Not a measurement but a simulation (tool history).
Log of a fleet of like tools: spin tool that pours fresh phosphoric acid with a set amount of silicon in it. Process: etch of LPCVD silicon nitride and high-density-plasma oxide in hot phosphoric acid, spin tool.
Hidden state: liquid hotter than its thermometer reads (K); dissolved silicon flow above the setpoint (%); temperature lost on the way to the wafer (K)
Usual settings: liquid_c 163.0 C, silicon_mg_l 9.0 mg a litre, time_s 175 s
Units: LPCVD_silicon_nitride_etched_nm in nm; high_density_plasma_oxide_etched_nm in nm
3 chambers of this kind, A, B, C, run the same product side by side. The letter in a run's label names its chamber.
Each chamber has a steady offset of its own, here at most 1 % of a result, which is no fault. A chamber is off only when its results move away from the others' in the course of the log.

| run | hour | liquid_c | silicon_mg_l | time_s | hours since the thermometer was replaced | hours since the dissolved silicon flow meter was replaced | hours since the heated supply line was repaired | read-back film thickness of the LPCVD silicon nitride reference wafer, read on the same gauge (nm) | read-back film thickness of the high-density-plasma oxide reference wafer, read on the same gauge (nm) | LPCVD_silicon_nitride_etched_nm | high_density_plasma_oxide_etched_nm |
|---|---|---|---|---|---|---|---|---|---|---|---|
| 1A | 4.2 | 163.0 | 9.0 | 175 | 2312.7 | 149.7 | 567.6 | 140.03 | 79.976 | 18.0930 | 0.35688 |
| 2C | 7.3 | 163.0 | 9.0 | 175 | 385.6 | 1671.6 | 269.2 | 139.98 | 79.942 | 18.2290 | 0.33918 |
| 3B | 12.4 | 163.0 | 9.0 | 175 | 307.2 | 69.8 | 1718.9 | 139.99 | 79.990 | 17.9540 | 0.35055 |
| 4C | 16.4 | 163.0 | 9.0 | 175 | 394.7 | 1680.7 | 278.3 | 140.00 | 80.020 | 18.2580 | 0.40675 |
| 5A | 21.8 | 163.0 | 9.0 | 175 | 2330.3 | 167.3 | 585.2 | 139.99 | 80.052 | 18.3680 | 0.38271 |
| 6B | 27.1 | 161.5 | 13.5 | 175 | 321.9 | 84.5 | 1733.6 | 139.99 | 80.010 | 16.9860 | 0.30052 |
| 7B | 32.5 | 161.5 | 13.5 | 175 | 327.3 | 89.9 | 1739.0 | 139.99 | 80.001 | 16.9990 | 0.32589 |
| 8C | 36.7 | 161.5 | 13.5 | 175 | 415.0 | 1701.0 | 298.6 | 140.00 | 79.988 | 17.3190 | 0.29443 |
| 9A | 40.9 | 163.0 | 9.0 | 175 | 2349.4 | 186.4 | 604.3 | 140.01 | 79.980 | 18.1710 | 0.33407 |
| 10A | 44.3 | 163.0 | 9.0 | 175 | 2352.8 | 189.8 | 607.7 | 139.98 | 79.970 | 18.2090 | 0.32752 |
| 11C | 49.9 | 163.0 | 9.0 | 175 | 428.2 | 1714.2 | 311.8 | 139.99 | 79.963 | 18.1140 | 0.38765 |
| 12B | 52.9 | 163.0 | 14.0 | 125 | 347.7 | 110.3 | 1759.4 | 140.03 | 80.030 | 13.0140 | 0.21309 |
| 13A | 57.2 | 163.0 | 14.0 | 125 | 2365.7 | 202.7 | 620.6 | 140.01 | 80.016 | 12.9960 | 0.22638 |
| 14C | 60.1 | 163.0 | 14.0 | 125 | 438.4 | 1724.4 | 322.0 | 140.00 | 79.992 | 12.7470 | 0.22243 |
| 15B | 63.6 | 163.0 | 9.0 | 175 | 358.4 | 121.0 | 1770.1 | 140.00 | 80.020 | 17.9770 | 0.36689 |
| 16C | 69.3 | 163.0 | 3.0 | 70 | 447.6 | 1733.6 | 331.2 | 140.00 | 80.019 | 7.0819 | 0.13339 |
| 17B | 72.1 | 163.0 | 3.0 | 70 | 366.9 | 129.5 | 1778.6 | 139.98 | 80.005 | 7.3201 | 0.16910 |
| 18A | 76.7 | 163.0 | 3.0 | 70 | 2385.2 | 222.2 | 640.1 | 139.99 | 79.982 | 7.3039 | 0.17700 |
| 19C | 82.1 | 163.0 | 9.0 | 175 | 460.4 | 1746.4 | 344.0 | 140.02 | 79.983 | 17.6770 | 0.29911 |
| 20B | 85.0 | 163.0 | 6.5 | 245 | 379.8 | 142.4 | 1791.5 | 140.01 | 80.040 | 25.2370 | 0.61410 |
| 21A | 88.5 | 163.0 | 6.5 | 245 | 2397.0 | 234.0 | 651.9 | 139.98 | 80.000 | 25.3150 | 0.47463 |
| 22A | 91.2 | 163.0 | 6.5 | 245 | 2399.7 | 236.7 | 654.6 | 140.01 | 79.985 | 25.5180 | 0.53057 |
| 23B | 95.6 | 163.0 | 9.0 | 175 | 390.4 | 153.0 | 1802.1 | 139.99 | 79.946 | 18.1340 | 0.38749 |
| 24C | 100.4 | 163.0 | 9.0 | 175 | 478.7 | 1764.7 | 362.3 | 140.01 | 79.970 | 17.3990 | 0.34875 |
| 25B | 105.5 | 163.0 | 9.0 | 175 | 400.3 | 162.9 | 1812.0 | 139.99 | 79.988 | 18.0320 | 0.40545 |
| 26C | 108.5 | 163.0 | 9.0 | 175 | 486.8 | 1772.8 | 370.4 | 140.02 | 80.004 | 17.3820 | 0.29939 |
| 27A | 112.8 | 163.0 | 9.0 | 175 | 2421.3 | 258.3 | 676.2 | 139.99 | 79.971 | 18.0050 | 0.35242 |
| 28A | 116.8 | 163.0 | 9.0 | 175 | 2425.3 | 262.3 | 680.2 | 140.00 | 80.045 | 18.2320 | 0.36523 |
| 29C | 120.9 | 163.0 | 9.0 | 175 | 499.2 | 1785.2 | 382.8 | 139.99 | 80.032 | 17.0190 | 0.33200 |
| 30B | 126.3 | 163.0 | 9.0 | 175 | 421.1 | 183.7 | 1832.8 | 140.00 | 80.025 | 18.3800 | 0.36922 |

Is one chamber off against the others, does the gauge drift, or is nothing wrong? If a chamber is off, say which, and what the likeliest cause is.

Chamber C drifts away from the others.
Cause: temperature lost on the way to the wafer (K) = 1.88.
The log may not tell that from: liquid colder than its thermometer reads (K).

Here are 4 candidates for chamber C's next run, each the usual settings with a change, their results left as question marks. Which one brings its results back in line with what the others give on the usual settings?
In line means no further than this from the other chambers' mean on the usual settings: LPCVD_silicon_nitride_etched_nm 0.4300 nm; high_density_plasma_oxide_etched_nm 0.10000 nm
| 31C-1 | 130.4 | 162.0 | 11.5 | 170 |  |  |  |  |  | ? | ? |
| 31C-2 | 130.4 | 164.0 | 6.5 | 180 |  |  |  |  |  | ? | ? |
| 31C-3 | 130.4 | 161.5 | 13.0 | 165 |  |  |  |  |  | ? | ? |
| 31C-4 | 130.4 | 164.5 | 5.0 | 185 |  |  |  |  |  | ? | ? |

The other chambers' mean on the usual settings: LPCVD_silicon_nitride_etched_nm 18.1120 nm; high_density_plasma_oxide_etched_nm 0.36938 nm
| run | LPCVD_silicon_nitride_etched_nm | high_density_plasma_oxide_etched_nm |
|---|---|---|
| 31C-1 | 15.9930 | 0.27409 |
| 31C-2 | 18.1220 | 0.37580 |
| 31C-3 | 15.2590 | 0.24732 |
| 31C-4 | 18.9440 | 0.41334 |
31C-2 brings the chamber back in line.
